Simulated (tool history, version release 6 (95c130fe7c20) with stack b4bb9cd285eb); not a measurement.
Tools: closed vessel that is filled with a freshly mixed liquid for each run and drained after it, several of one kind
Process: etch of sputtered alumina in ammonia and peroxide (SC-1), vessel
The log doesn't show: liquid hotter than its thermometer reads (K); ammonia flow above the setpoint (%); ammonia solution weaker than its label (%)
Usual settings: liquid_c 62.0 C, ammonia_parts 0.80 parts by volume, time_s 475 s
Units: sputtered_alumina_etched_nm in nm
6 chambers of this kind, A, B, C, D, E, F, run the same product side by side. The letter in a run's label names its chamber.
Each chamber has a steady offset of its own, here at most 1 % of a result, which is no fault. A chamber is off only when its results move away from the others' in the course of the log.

run,day,liquid_c,ammonia_parts,time_s,hours since the thermometer was replaced,hours since the ammonia flow meter was replaced,hours since the drum of ammonia solution was connected,"read-back film thickness of the sputtered alumina reference wafer, read on the same gauge (nm)",sputtered_alumina_etched_nm
1A,0.579,62.0,0.80,475,565.3,1134.4,366.3,80.002,34.329
2D,0.967,62.0,0.80,475,688.8,427.2,99.4,80.025,34.315
# day 1.154: chamber D: ammonia flow meter replaced
3F,1.300,62.0,0.80,475,1285.4,1139.3,335.7,80.008,34.805
4C,1.621,62.0,0.80,475,131.0,137.3,609.0,80.020,34.618
5B,2.008,62.0,0.80,475,642.1,170.3,211.4,80.024,34.787
# day 2.046: chamber B: new drum of ammonia solution connected
6E,2.354,62.0,0.80,325,2052.5,641.8,339.9,80.025,23.634
7A,2.662,62.0,0.80,325,615.3,1184.4,416.3,79.951,23.458
8E,3.167,62.0,0.80,325,2072.0,661.3,359.4,79.983,23.616
9F,3.421,62.0,0.80,325,1336.3,1190.2,386.6,80.036,23.760
10D,3.788,62.0,0.80,325,756.5,63.2,167.1,80.045,23.564
11B,4.104,62.0,0.80,325,692.4,220.6,49.4,79.953,23.626
12C,4.558,62.0,0.80,475,201.5,207.8,679.5,80.013,34.388
13F,4.958,62.0,0.80,670,1373.2,1227.1,423.5,79.971,49.136
14D,5.271,62.0,0.80,670,792.1,98.8,202.7,79.987,48.739
15C,5.617,62.0,0.80,670,226.9,233.2,704.9,80.008,48.180
16E,6.004,62.0,0.80,670,2140.1,729.4,427.5,80.022,48.771
17A,6.500,62.0,0.80,670,707.4,1276.5,508.4,80.021,48.234
18B,7.025,62.0,0.80,670,762.5,290.7,119.5,79.995,48.883
19A,7.454,62.0,0.80,330,730.3,1299.4,531.3,80.021,23.719
20B,7.829,62.0,0.80,330,781.8,310.0,138.8,79.979,23.815
21F,8.083,62.0,0.80,330,1448.2,1302.1,498.5,79.995,24.241
22C,8.371,62.0,0.80,330,293.0,299.3,771.0,80.003,23.955
23E,8.729,62.0,0.80,330,2205.5,794.8,492.9,80.017,23.823
24D,9.154,62.0,0.80,330,885.3,192.0,295.9,79.975,24.090
25D,9.688,67.5,1.15,475,898.1,204.8,308.7,80.007,47.233
26A,10.154,67.5,1.15,475,795.1,1364.2,596.1,80.010,46.708
27C,10.562,67.5,1.15,475,345.6,351.9,823.6,79.998,46.652
28E,10.854,67.5,1.15,475,2256.5,845.8,543.9,79.985,46.266
29B,11.250,67.5,1.15,475,863.9,392.1,220.9,80.004,46.999
# day 11.538: chamber B: new drum of ammonia solution connected
30F,11.588,67.5,1.15,475,1532.3,1386.2,582.6,79.979,48.241
# day 11.858: chamber E: new drum of ammonia solution connected
31D,12.100,62.0,0.80,475,956.0,262.7,366.6,80.015,34.648
32C,12.667,62.0,0.80,475,396.1,402.4,874.1,80.041,34.241
33E,13.038,62.0,0.80,475,2308.9,898.2,28.4,79.999,34.350
34F,13.567,62.0,0.80,475,1579.8,1433.7,630.1,80.017,35.713
# day 13.725: chamber A: new drum of ammonia solution connected
35A,13.896,62.0,0.80,475,884.9,1454.0,4.2,80.050,34.354
36B,14.279,62.0,1.05,475,936.6,464.8,65.8,80.006,35.196
37B,14.733,62.0,1.05,475,947.5,475.7,76.7,79.974,35.471
38E,15.046,62.0,1.05,475,2357.1,946.4,76.6,80.001,35.514
39F,15.396,62.0,1.05,475,1623.7,1477.6,674.0,80.005,36.506

Next, every chamber runs the same settings. What will each give?
40A,15.808,62.0,0.80,475,,,,,?
40B,15.808,62.0,0.80,475,,,,,?
40C,15.808,62.0,0.80,475,,,,,?
40D,15.808,62.0,0.80,475,,,,,?
40E,15.808,62.0,0.80,475,,,,,?
40F,15.808,62.0,0.80,475,,,,,?

run,sputtered_alumina_etched_nm
40A,34.095
40B,34.739
40C,34.626
40D,34.555
40E,34.568
40F,35.862
